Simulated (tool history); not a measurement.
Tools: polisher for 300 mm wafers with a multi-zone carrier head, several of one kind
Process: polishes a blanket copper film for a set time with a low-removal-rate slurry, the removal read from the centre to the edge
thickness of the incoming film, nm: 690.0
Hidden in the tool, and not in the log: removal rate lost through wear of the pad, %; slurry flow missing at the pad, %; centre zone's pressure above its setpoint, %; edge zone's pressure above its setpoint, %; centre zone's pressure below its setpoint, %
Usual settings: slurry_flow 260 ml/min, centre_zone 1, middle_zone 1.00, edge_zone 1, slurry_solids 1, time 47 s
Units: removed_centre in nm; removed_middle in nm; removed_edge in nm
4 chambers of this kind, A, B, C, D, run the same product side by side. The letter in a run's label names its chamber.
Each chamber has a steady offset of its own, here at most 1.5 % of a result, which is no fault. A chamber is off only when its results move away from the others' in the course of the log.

| run | hour | slurry_flow | centre_zone | middle_zone | edge_zone | slurry_solids | time | wafers polished on this pad | hours since the slurry nozzle was cleaned | hours since the centre zone pressure was calibrated | hours since the edge zone pressure was calibrated | removed_centre | removed_middle | removed_edge |
|---|---|---|---|---|---|---|---|---|---|---|---|---|---|---|
| 1D | 5.6 | 260 | 1 | 1.00 | 1 | 1 | 47 | 346 | 178.7 | 173.9 | 455.7 | 78.590 | 79.547 | 78.217 |
| 2A | 13.2 | 260 | 1 | 1.00 | 1 | 1 | 47 | 640 | 57.9 | 368.2 | 107.9 | 77.877 | 78.061 | 78.422 |
| 3B | 18.9 | 260 | 1 | 1.00 | 1 | 1 | 47 | 631 | 235.8 | 282.4 | 626.1 | 78.099 | 77.855 | 78.679 |
|  | 25.9 | chamber C: worn pad replaced by a new one |
| 4C | 26.9 | 260 | 1 | 1.00 | 1 | 1 | 47 | 13 | 68.0 | 315.8 | 99.1 | 79.782 | 80.036 | 78.064 |
|  | 34.1 | chamber B: worn pad replaced by a new one |
| 5B | 35.1 | 260 | 1 | 1.00 | 1 | 1 | 47 | 14 | 252.0 | 298.6 | 642.3 | 77.997 | 78.639 | 78.144 |
| 6D | 45.5 | 260 | 1 | 1.05 | 1 | 1 | 47 | 877 | 218.6 | 213.8 | 495.6 | 78.859 | 84.008 | 78.360 |
| 7A | 50.2 | 260 | 1 | 1.05 | 1 | 1 | 47 | 1132 | 94.9 | 405.2 | 144.9 | 78.363 | 82.123 | 78.434 |
|  | 53.9 | chamber C: centre zone pressure recalibrated |
| 8C | 55.0 | 260 | 1 | 1.05 | 1 | 1 | 47 | 387 | 96.1 | 1.2 | 127.2 | 79.803 | 81.376 | 77.871 |
|  | 56.5 | chamber D: worn pad replaced by a new one |
| 9B | 59.8 | 260 | 1 | 1.05 | 1 | 1 | 47 | 342 | 276.7 | 323.3 | 667.0 | 77.952 | 83.059 | 78.912 |
| 10C | 66.0 | 260 | 1 | 1.00 | 1 | 1 | 47 | 533 | 107.1 | 12.2 | 138.2 | 79.375 | 78.475 | 77.503 |
| 11D | 74.7 | 260 | 1 | 1.00 | 1 | 1 | 47 | 243 | 247.8 | 243.0 | 524.8 | 78.305 | 79.614 | 78.091 |
|  | 77.7 | chamber C: worn pad replaced by a new one |
| 12A | 79.5 | 260 | 1 | 1.00 | 1 | 1 | 47 | 1522 | 124.2 | 434.5 | 174.2 | 77.656 | 77.751 | 79.125 |
| 13B | 87.0 | 260 | 1 | 1.00 | 1 | 1 | 47 | 704 | 303.9 | 350.5 | 694.2 | 78.293 | 79.727 | 78.976 |
| 14D | 93.1 | 260 | 1 | 1.00 | 1 | 1 | 47 | 488 | 266.2 | 261.4 | 543.2 | 79.240 | 77.572 | 78.587 |
|  | 94.2 | chamber B: worn pad replaced by a new one |
| 15A | 101.0 | 260 | 1 | 1.00 | 1 | 1 | 47 | 1808 | 145.7 | 456.0 | 195.7 | 77.858 | 77.022 | 77.111 |
| 16C | 105.6 | 260 | 1 | 1.00 | 1 | 1 | 47 | 372 | 146.7 | 51.8 | 177.8 | 79.300 | 81.547 | 77.608 |
| 17D | 112.9 | 260 | 1 | 1.08 | 1 | 1 | 38 | 751 | 286.0 | 281.2 | 563.0 | 63.484 | 67.996 | 63.198 |
| 18C | 118.9 | 260 | 1 | 1.08 | 1 | 1 | 38 | 549 | 160.0 | 65.1 | 191.1 | 63.868 | 68.006 | 61.736 |
|  | 121.9 | chamber D: worn pad replaced by a new one |
| 19B | 124.1 | 260 | 1 | 1.08 | 1 | 1 | 38 | 398 | 341.0 | 387.6 | 731.3 | 63.377 | 68.061 | 63.689 |
| 20A | 129.5 | 260 | 1 | 1.08 | 1 | 1 | 38 | 2188 | 174.2 | 484.5 | 224.2 | 61.794 | 65.341 | 62.244 |
|  | 135.8 | chamber C: worn pad replaced by a new one |
| 21D | 136.8 | 260 | 1 | 1.00 | 1 | 1 | 47 | 199 | 309.9 | 305.1 | 586.9 | 78.686 | 79.038 | 79.055 |
| 22A | 145.5 | 260 | 1 | 1.00 | 1 | 1 | 47 | 2401 | 190.2 | 500.5 | 240.2 | 75.404 | 78.181 | 76.500 |
| 23B | 155.0 | 260 | 1 | 1.00 | 1 | 1 | 47 | 809 | 371.9 | 418.5 | 762.2 | 78.284 | 77.626 | 77.938 |
| 24C | 164.4 | 260 | 1 | 1.06 | 1 | 1 | 60 | 381 | 205.5 | 110.6 | 236.6 | 99.547 | 107.680 | 100.310 |
| 25C | 172.9 | 260 | 1 | 1.06 | 1 | 1 | 60 | 494 | 214.0 | 119.1 | 245.1 | 100.930 | 105.650 | 98.308 |
| 26A | 181.1 | 260 | 1 | 1.06 | 1 | 1 | 60 | 2874 | 225.8 | 536.1 | 275.8 | 95.037 | 99.916 | 95.850 |

What goes on in this fleet: one chamber off, a drifting gauge, or nothing beyond the chambers' own small offsets? Name the chamber and the cause, if any.

Chamber A drifts away from the others.
Cause: removal rate lost through wear of the pad, % = 5.51.
The log may not tell that from: slurry flow missing at the pad, %.

Here are 4 candidates for chamber A's next run, each the usual settings with a change, their results left as question marks. Which one brings its results back in line with what the others give on the usual settings?
In line means no further than this from the other chambers' mean on the usual settings: removed_centre 1.700 nm; removed_middle 3.800 nm; removed_edge 2.100 nm
| 27A-1 | 188.8 | 265 | 1.02 | 1.02 | 0.99 | 1 | 51 |  |  |  |  | ? | ? | ? |
| 27A-2 | 188.8 | 255 | 0.98 | 0.98 | 1.01 | 1 | 43 |  |  |  |  | ? | ? | ? |
| 27A-3 | 188.8 | 260 | 1.01 | 1.01 | 0.99 | 1 | 49 |  |  |  |  | ? | ? | ? |
| 27A-4 | 188.8 | 260 | 0.99 | 0.99 | 1.01 | 1 | 45 |  |  |  |  | ? | ? | ? |

The other chambers' mean on the usual settings: removed_centre 78.393 nm; removed_middle 78.366 nm; removed_edge 77.863 nm
| run | removed_centre | removed_middle | removed_edge |
|---|---|---|---|
| 27A-1 | 81.981 | 82.320 | 80.343 |
| 27A-2 | 65.839 | 66.641 | 68.268 |
| 27A-3 | 77.740 | 78.221 | 77.081 |
| 27A-4 | 69.843 | 70.539 | 71.551 |
27A-3 brings the chamber back in line.

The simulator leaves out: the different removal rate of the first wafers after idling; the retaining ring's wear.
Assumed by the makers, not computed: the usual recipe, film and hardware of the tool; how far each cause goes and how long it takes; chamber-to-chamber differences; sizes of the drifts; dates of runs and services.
